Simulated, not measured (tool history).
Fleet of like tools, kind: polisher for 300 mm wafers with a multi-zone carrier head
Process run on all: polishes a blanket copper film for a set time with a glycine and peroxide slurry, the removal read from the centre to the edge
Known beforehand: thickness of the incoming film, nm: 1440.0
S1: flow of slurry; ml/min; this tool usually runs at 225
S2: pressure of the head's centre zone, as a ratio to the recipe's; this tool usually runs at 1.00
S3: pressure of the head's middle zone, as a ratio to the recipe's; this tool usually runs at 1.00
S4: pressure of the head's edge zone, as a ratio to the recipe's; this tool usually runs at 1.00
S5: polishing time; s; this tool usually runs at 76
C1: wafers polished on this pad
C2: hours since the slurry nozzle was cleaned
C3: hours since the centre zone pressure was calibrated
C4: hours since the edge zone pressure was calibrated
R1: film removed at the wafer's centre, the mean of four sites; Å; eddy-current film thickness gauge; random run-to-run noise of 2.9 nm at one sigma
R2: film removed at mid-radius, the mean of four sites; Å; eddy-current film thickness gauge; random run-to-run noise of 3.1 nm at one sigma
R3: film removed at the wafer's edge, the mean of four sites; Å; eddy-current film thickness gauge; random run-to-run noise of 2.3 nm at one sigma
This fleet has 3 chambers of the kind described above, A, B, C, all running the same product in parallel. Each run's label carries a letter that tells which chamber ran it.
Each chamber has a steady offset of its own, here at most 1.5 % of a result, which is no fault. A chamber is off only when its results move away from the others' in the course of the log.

{"run": "1C", "hour": 8.5, "S1": 225, "S2": 1.0, "S3": 1.0, "S4": 1.0, "S5": 76, "C1": 276, "C2": 336.2, "C3": 110.8, "C4": 102.8, "R1": 3199.6, "R2": 3136.4, "R3": 3087.2}
{"run": "2B", "hour": 13.2, "S1": 225, "S2": 1.0, "S3": 1.0, "S4": 1.0, "S5": 76, "C1": 986, "C2": 279.7, "C3": 645.9, "C4": 134.5, "R1": 3138.5, "R2": 3156.8, "R3": 3113.6}
{"run": "3A", "hour": 18.4, "S1": 225, "S2": 1.0, "S3": 1.0, "S4": 1.0, "S5": 76, "C1": 760, "C2": 360.2, "C3": 228.4, "C4": 584.3, "R1": 3116.2, "R2": 3167.6, "R3": 3127.4}
{"run": "4C", "hour": 28.0, "S1": 225, "S2": 1.0, "S3": 1.0, "S4": 1.0, "S5": 76, "C1": 409, "C2": 355.7, "C3": 130.3, "C4": 122.3, "R1": 3121.9, "R2": 3065.5, "R3": 3128.3}
{"hour": 37.0, "done": "chamber A: slurry nozzle cleaned"}
{"run": "5A", "hour": 37.2, "S1": 225, "S2": 1.0, "S3": 1.0, "S4": 1.0, "S5": 76, "C1": 889, "C2": 0.2, "C3": 247.2, "C4": 603.1, "R1": 3121.4, "R2": 3159.8, "R3": 3150.2}
{"run": "6B", "hour": 42.1, "S1": 225, "S2": 1.0, "S3": 1.0, "S4": 1.09, "S5": 76, "C1": 1184, "C2": 308.6, "C3": 674.8, "C4": 163.4, "R1": 3159.4, "R2": 3127.3, "R3": 3302.8}
{"hour": 45.6, "done": "chamber B: worn pad replaced by a new one"}
{"hour": 45.7, "done": "chamber A: worn pad replaced by a new one"}
{"run": "7A", "hour": 47.2, "S1": 225, "S2": 1.0, "S3": 1.0, "S4": 1.09, "S5": 76, "C1": 10, "C2": 10.2, "C3": 257.2, "C4": 613.1, "R1": 3129.0, "R2": 3132.2, "R3": 3308.7}
{"run": "8C", "hour": 55.7, "S1": 225, "S2": 1.0, "S3": 1.0, "S4": 1.09, "S5": 76, "C1": 599, "C2": 383.4, "C3": 158.0, "C4": 150.0, "R1": 3144.9, "R2": 3081.8, "R3": 3213.3}
{"run": "9B", "hour": 64.0, "S1": 225, "S2": 1.0, "S3": 1.0, "S4": 1.0, "S5": 76, "C1": 126, "C2": 330.5, "C3": 696.7, "C4": 185.3, "R1": 3178.6, "R2": 3173.0, "R3": 3141.6}
{"run": "10C", "hour": 73.1, "S1": 225, "S2": 1.0, "S3": 1.0, "S4": 1.0, "S5": 76, "C1": 719, "C2": 400.8, "C3": 175.4, "C4": 167.4, "R1": 3132.5, "R2": 3064.2, "R3": 3037.2}
{"run": "11A", "hour": 78.3, "S1": 225, "S2": 1.0, "S3": 1.0, "S4": 1.0, "S5": 76, "C1": 223, "C2": 41.3, "C3": 288.3, "C4": 644.2, "R1": 3116.8, "R2": 3133.0, "R3": 3136.9}
{"run": "12B", "hour": 87.9, "S1": 225, "S2": 1.0, "S3": 0.93, "S4": 1.0, "S5": 76, "C1": 290, "C2": 354.4, "C3": 720.6, "C4": 209.2, "R1": 3157.0, "R2": 2975.3, "R3": 3148.8}
{"run": "13C", "hour": 93.2, "S1": 225, "S2": 1.0, "S3": 0.93, "S4": 1.0, "S5": 76, "C1": 856, "C2": 420.9, "C3": 195.5, "C4": 187.5, "R1": 3075.9, "R2": 2833.2, "R3": 3039.2}
{"hour": 97.8, "done": "chamber C: slurry nozzle cleaned"}
{"run": "14A", "hour": 101.8, "S1": 225, "S2": 1.0, "S3": 0.93, "S4": 1.0, "S5": 76, "C1": 384, "C2": 64.8, "C3": 311.8, "C4": 667.7, "R1": 3095.5, "R2": 2947.7, "R3": 3168.4}
{"hour": 102.8, "done": "chamber B: centre zone pressure recalibrated"}
{"run": "15B", "hour": 106.5, "S1": 225, "S2": 1.0, "S3": 1.0, "S4": 1.0, "S5": 76, "C1": 417, "C2": 373.0, "C3": 3.8, "C4": 227.8, "R1": 3143.8, "R2": 3113.1, "R3": 3135.5}
{"run": "16A", "hour": 113.6, "S1": 225, "S2": 1.0, "S3": 1.0, "S4": 1.0, "S5": 76, "C1": 465, "C2": 76.6, "C3": 323.6, "C4": 679.5, "R1": 3058.8, "R2": 3138.5, "R3": 3196.9}
{"run": "17B", "hour": 119.3, "S1": 155, "S2": 0.92, "S3": 1.0, "S4": 1.0, "S5": 76, "C1": 505, "C2": 385.8, "C3": 16.6, "C4": 240.6, "R1": 2679.3, "R2": 2980.7, "R3": 3051.3}
{"run": "18C", "hour": 126.7, "S1": 155, "S2": 0.92, "S3": 1.0, "S4": 1.0, "S5": 76, "C1": 1086, "C2": 29.0, "C3": 229.0, "C4": 221.0, "R1": 2579.3, "R2": 2808.6, "R3": 2822.4}
{"run": "19A", "hour": 131.3, "S1": 155, "S2": 0.92, "S3": 1.0, "S4": 1.0, "S5": 76, "C1": 586, "C2": 94.3, "C3": 341.3, "C4": 697.2, "R1": 2676.6, "R2": 3009.8, "R3": 3035.6}
{"run": "20B", "hour": 136.1, "S1": 225, "S2": 1.0, "S3": 1.0, "S4": 0.92, "S5": 93, "C1": 620, "C2": 402.6, "C3": 33.4, "C4": 257.4, "R1": 3842.4, "R2": 3825.5, "R3": 3660.1}
{"run": "21C", "hour": 145.4, "S1": 225, "S2": 1.0, "S3": 1.0, "S4": 0.92, "S5": 93, "C1": 1214, "C2": 47.7, "C3": 247.7, "C4": 239.7, "R1": 3693.9, "R2": 3637.6, "R3": 3482.7}
{"run": "22B", "hour": 150.2, "S1": 225, "S2": 1.0, "S3": 1.0, "S4": 0.92, "S5": 93, "C1": 717, "C2": 416.7, "C3": 47.5, "C4": 271.5, "R1": 3881.0, "R2": 3869.6, "R3": 3689.8}
{"run": "23A", "hour": 159.1, "S1": 225, "S2": 1.0, "S3": 1.0, "S4": 1.0, "S5": 76, "C1": 777, "C2": 122.1, "C3": 369.1, "C4": 725.0, "R1": 3172.4, "R2": 3141.3, "R3": 3161.5}
{"run": "24C", "hour": 165.5, "S1": 225, "S2": 1.0, "S3": 1.0, "S4": 1.0, "S5": 76, "C1": 1352, "C2": 67.8, "C3": 267.8, "C4": 259.8, "R1": 2997.9, "R2": 2915.1, "R3": 2891.4}
{"run": "25A", "hour": 175.4, "S1": 225, "S2": 1.0, "S3": 1.0, "S4": 1.0, "S5": 76, "C1": 889, "C2": 138.4, "C3": 385.4, "C4": 741.3, "R1": 3054.7, "R2": 3108.9, "R3": 3169.0}
{"run": "26B", "hour": 184.1, "S1": 225, "S2": 1.0, "S3": 1.0, "S4": 1.0, "S5": 76, "C1": 949, "C2": 450.6, "C3": 81.4, "C4": 305.4, "R1": 3158.4, "R2": 3122.4, "R3": 3119.2}
{"hour": 187.7, "done": "chamber A: worn pad replaced by a new one"}
{"run": "27C", "hour": 190.0, "S1": 225, "S2": 1.0, "S3": 1.0, "S4": 1.0, "S5": 76, "C1": 1520, "C2": 92.3, "C3": 292.3, "C4": 284.3, "R1": 2939.8, "R2": 2921.6, "R3": 2893.7}
{"hour": 198.4, "done": "chamber A: centre zone pressure recalibrated"}
{"run": "28C", "hour": 199.1, "S1": 225, "S2": 1.0, "S3": 1.0, "S4": 1.0, "S5": 76, "C1": 1582, "C2": 101.4, "C3": 301.4, "C4": 293.4, "R1": 2925.5, "R2": 2922.3, "R3": 2829.3}
{"run": "29B", "hour": 208.9, "S1": 225, "S2": 1.0, "S3": 1.0, "S4": 1.0, "S5": 76, "C1": 1119, "C2": 475.4, "C3": 106.2, "C4": 330.2, "R1": 3127.8, "R2": 3152.0, "R3": 3129.9}
{"run": "30A", "hour": 214.2, "S1": 225, "S2": 1.0, "S3": 1.0, "S4": 1.0, "S5": 76, "C1": 181, "C2": 177.2, "C3": 15.8, "C4": 780.1, "R1": 3113.3, "R2": 3168.9, "R3": 3148.8}
{"run": "31C", "hour": 220.5, "S1": 225, "S2": 1.0, "S3": 1.1, "S4": 1.0, "S5": 54, "C1": 1729, "C2": 122.8, "C3": 322.8, "C4": 314.8, "R1": 2077.2, "R2": 2190.2, "R3": 1997.4}
{"run": "32B", "hour": 228.3, "S1": 225, "S2": 1.0, "S3": 1.1, "S4": 1.0, "S5": 54, "C1": 1252, "C2": 494.8, "C3": 125.6, "C4": 349.6, "R1": 2240.7, "R2": 2425.1, "R3": 2214.5}
{"hour": 232.2, "done": "chamber B: slurry nozzle cleaned"}
{"run": "33A", "hour": 238.0, "S1": 225, "S2": 1.0, "S3": 1.1, "S4": 1.0, "S5": 54, "C1": 345, "C2": 201.0, "C3": 39.6, "C4": 803.9, "R1": 2227.1, "R2": 2468.9, "R3": 2208.7}
{"run": "34B", "hour": 242.3, "S1": 225, "S2": 1.0, "S3": 1.0, "S4": 1.0, "S5": 76, "C1": 1348, "C2": 10.1, "C3": 139.6, "C4": 363.6, "R1": 3147.0, "R2": 3132.8, "R3": 3150.8}
{"run": "35C", "hour": 248.1, "S1": 225, "S2": 1.0, "S3": 1.0, "S4": 1.0, "S5": 76, "C1": 1918, "C2": 150.4, "C3": 350.4, "C4": 342.4, "R1": 2828.7, "R2": 2814.5, "R3": 2799.5}
{"run": "36A", "hour": 254.8, "S1": 225, "S2": 1.0, "S3": 1.0, "S4": 1.0, "S5": 76, "C1": 460, "C2": 217.8, "C3": 56.4, "C4": 820.7, "R1": 3164.2, "R2": 3163.5, "R3": 3168.2}

Has any chamber moved away from the others, gradually or after a service, or does the common gauge drift, or do the chambers differ only by their own small steady offsets? State the chamber and the most likely cause if one applies.

Chamber C drifts away from the others.
What lies behind it: removal rate lost through wear of the pad, % = 11.6.

Which of the 4 candidates below, each the usual settings with something changed and its results left as question marks, puts chamber C back in line with what the other chambers give on the usual settings?
In-line tolerance around the mean of the other chambers on the usual settings: R1 100.0 Å; R2 110.0 Å; R3 78.0 Å
{"run": "37C-1", "hour": 261.9, "S1": 225, "S2": 0.99, "S3": 1.01, "S4": 1.01, "S5": 86, "R1": "?", "R2": "?", "R3": "?"}
{"run": "37C-2", "hour": 261.9, "S1": 225, "S2": 0.99, "S3": 1.0, "S4": 1.01, "S5": 81, "R1": "?", "R2": "?", "R3": "?"}
{"run": "37C-3", "hour": 261.9, "S1": 225, "S2": 1.01, "S3": 1.0, "S4": 0.99, "S5": 71, "R1": "?", "R2": "?", "R3": "?"}
{"run": "37C-4", "hour": 261.9, "S1": 225, "S2": 1.02, "S3": 0.99, "S4": 0.99, "S5": 67, "R1": "?", "R2": "?", "R3": "?"}

The mean the other chambers reach with the usual settings: R1 3128.9 Å; R2 3155.2 Å; R3 3143.0 Å
run=37C-1 R1=3152.2 R2=3154.8 R3=3137.4
run=37C-2 R1=2968.7 R2=2944.8 R3=2955.4
run=37C-3 R1=2658.9 R2=2581.0 R3=2563.7
run=37C-4 R1=2535.7 R2=2413.4 R3=2419.6
37C-1 brings the chamber back in line.
